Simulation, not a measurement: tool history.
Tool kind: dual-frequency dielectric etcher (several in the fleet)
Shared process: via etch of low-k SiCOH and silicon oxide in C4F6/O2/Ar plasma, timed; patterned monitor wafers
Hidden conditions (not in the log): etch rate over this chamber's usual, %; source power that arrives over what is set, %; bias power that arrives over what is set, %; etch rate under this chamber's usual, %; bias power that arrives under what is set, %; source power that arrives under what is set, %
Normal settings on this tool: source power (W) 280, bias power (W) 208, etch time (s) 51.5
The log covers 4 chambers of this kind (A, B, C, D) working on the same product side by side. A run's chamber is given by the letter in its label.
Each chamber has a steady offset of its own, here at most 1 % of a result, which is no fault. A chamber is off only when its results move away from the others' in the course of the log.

run   hour  source power (W)  bias power (W)  etch time (s)  hours since the last wet clean  hours since the last source power generator calibration  hours since the last bias power generator calibration  read-back reference wafer on the same gauge, depth_nm  mean etch depth across the wafer (Å)
       6.2  -- chamber C: source power generator calibrated
 1C    7.9               280             208           51.5                           374.4                                                      1.7                                                 1781.0                                                 108.02                                1121.2
 2A   19.6               280             208           51.5                           358.6                                                     47.9                                                 4021.7                                                 108.06                                1123.7
 3D   33.1               280             208           51.5                           254.2                                                   3265.8                                                 1043.2                                                 108.03                                1114.8
 4B   40.1               280             208           51.5                           253.9                                                   2175.8                                                 1864.6                                                 108.00                                1114.6
 5C   54.8               280             208           51.5                           421.3                                                     48.6                                                 1827.9                                                 108.01                                1113.7
 6D   70.0               280             208           51.5                           291.1                                                   3302.7                                                 1080.1                                                 107.99                                1119.6
      75.2  -- chamber C: wet clean of the chamber
 7A   84.5               280             208           51.5                           423.5                                                    112.8                                                 4086.6                                                 108.00                                1121.6
 8B   96.4               280             208           51.5                           310.2                                                   2232.1                                                 1920.9                                                 108.05                                1112.1
 9B  106.1               280             208           51.5                           319.9                                                   2241.8                                                 1930.6                                                 108.01                                1106.6
10A  113.6               280             208           51.5                           452.6                                                    141.9                                                 4115.7                                                 107.93                                1115.2
11D  122.6               280             208           51.5                           343.7                                                   3355.3                                                 1132.7                                                 107.94                                1117.4
12C  137.1               280             208           51.5                            61.9                                                    130.9                                                 1910.2                                                 108.07                                1114.5
13A  149.6               330             234           51.5                           488.6                                                    177.9                                                 4151.7                                                 108.00                                1247.2
14C  157.6               330             234           51.5                            82.4                                                    151.4                                                 1930.7                                                 108.00                                1236.9
     163.9  -- chamber A: wet clean of the chamber
15B  165.1               330             234           51.5                           378.9                                                   2300.8                                                 1989.6                                                 107.99                                1230.7
     165.2  -- chamber D: wet clean of the chamber
     173.1  -- chamber B: source power generator calibrated
16D  174.9               330             234           51.5                             9.8                                                   3407.6                                                 1185.0                                                 107.92                                1231.1
     181.0  -- chamber C: bias power generator calibrated
17B  189.1               280             208           51.5                           402.9                                                     16.0                                                 2013.6                                                 107.95                                1107.2
     190.4  -- chamber B: wet clean of the chamber
18C  201.1               280             248           51.5                           125.9                                                    194.9                                                   20.2                                                 107.94                                1175.9
19A  209.8               280             248           51.5                            46.0                                                    238.1                                                 4211.9                                                 107.99                                1189.2
20D  216.8               280             248           51.5                            51.7                                                   3449.5                                                 1226.9                                                 108.01                                1180.6
     225.9  -- chamber A: bias power generator calibrated
21A  232.9               280             248           51.5                            69.1                                                    261.2                                                    7.1                                                 108.02                                1191.2
22C  247.0               280             175           51.5                           171.8                                                    240.8                                                   66.1                                                 108.02                                1050.5
23D  261.2               280             175           51.5                            96.1                                                   3493.9                                                 1271.3                                                 107.95                                1048.9
24B  274.4               280             175           51.5                            84.0                                                    101.3                                                 2098.9                                                 108.04                                1027.2
25D  287.7               280             175           51.5                           122.6                                                   3520.4                                                 1297.8                                                 107.97                                1051.3
26A  295.6               280             208           51.5                           131.8                                                    323.9                                                   69.8                                                 108.00                                1119.2
27C  310.6               280             208           51.5                           235.4                                                    304.4                                                  129.7                                                 107.95                                1114.6
28B  322.2               280             208           51.5                           131.8                                                    149.1                                                 2146.7                                                 108.06                                1093.1
29B  329.2               230             208           51.5                           138.8                                                    156.1                                                 2153.7                                                 107.99                                1019.6
     332.6  -- chamber D: source power generator calibrated
30C  338.9               230             208           51.5                           263.7                                                    332.7                                                  158.0                                                 107.95                                1038.5
31D  348.6               230             208           51.5                           183.5                                                     16.0                                                 1358.7                                                 107.92                                1040.1
32A  357.7               230             208           51.5                           193.9                                                    386.0                                                  131.9                                                 108.03                                1040.0
33A  370.2               280             208           51.5                           206.4                                                    398.5                                                  144.4                                                 108.00                                1121.3
34B  378.8               280             208           51.5                           188.4                                                    205.7                                                 2203.3                                                 107.94                                1085.1
35C  393.9               280             208           51.5                           318.7                                                    387.7                                                  213.0                                                 108.00                                1117.5
36D  405.4               280             208           51.5                           240.3                                                     72.8                                                 1415.5                                                 107.95                                1122.0

Predict what each chamber gives when all 4 of them run the settings below next.
37A  417.0               280             208           51.5                                                                                                                                                                                                                                            ?
37B  417.0               280             208           51.5                                                                                                                                                                                                                                            ?
37C  417.0               280             208           51.5                                                                                                                                                                                                                                            ?
37D  417.0               280             208           51.5                                                                                                                                                                                                                                            ?

run  mean etch depth across the wafer (Å)
37A                                1118.3
37B                                1093.1
37C                                1116.5
37D                                1114.0
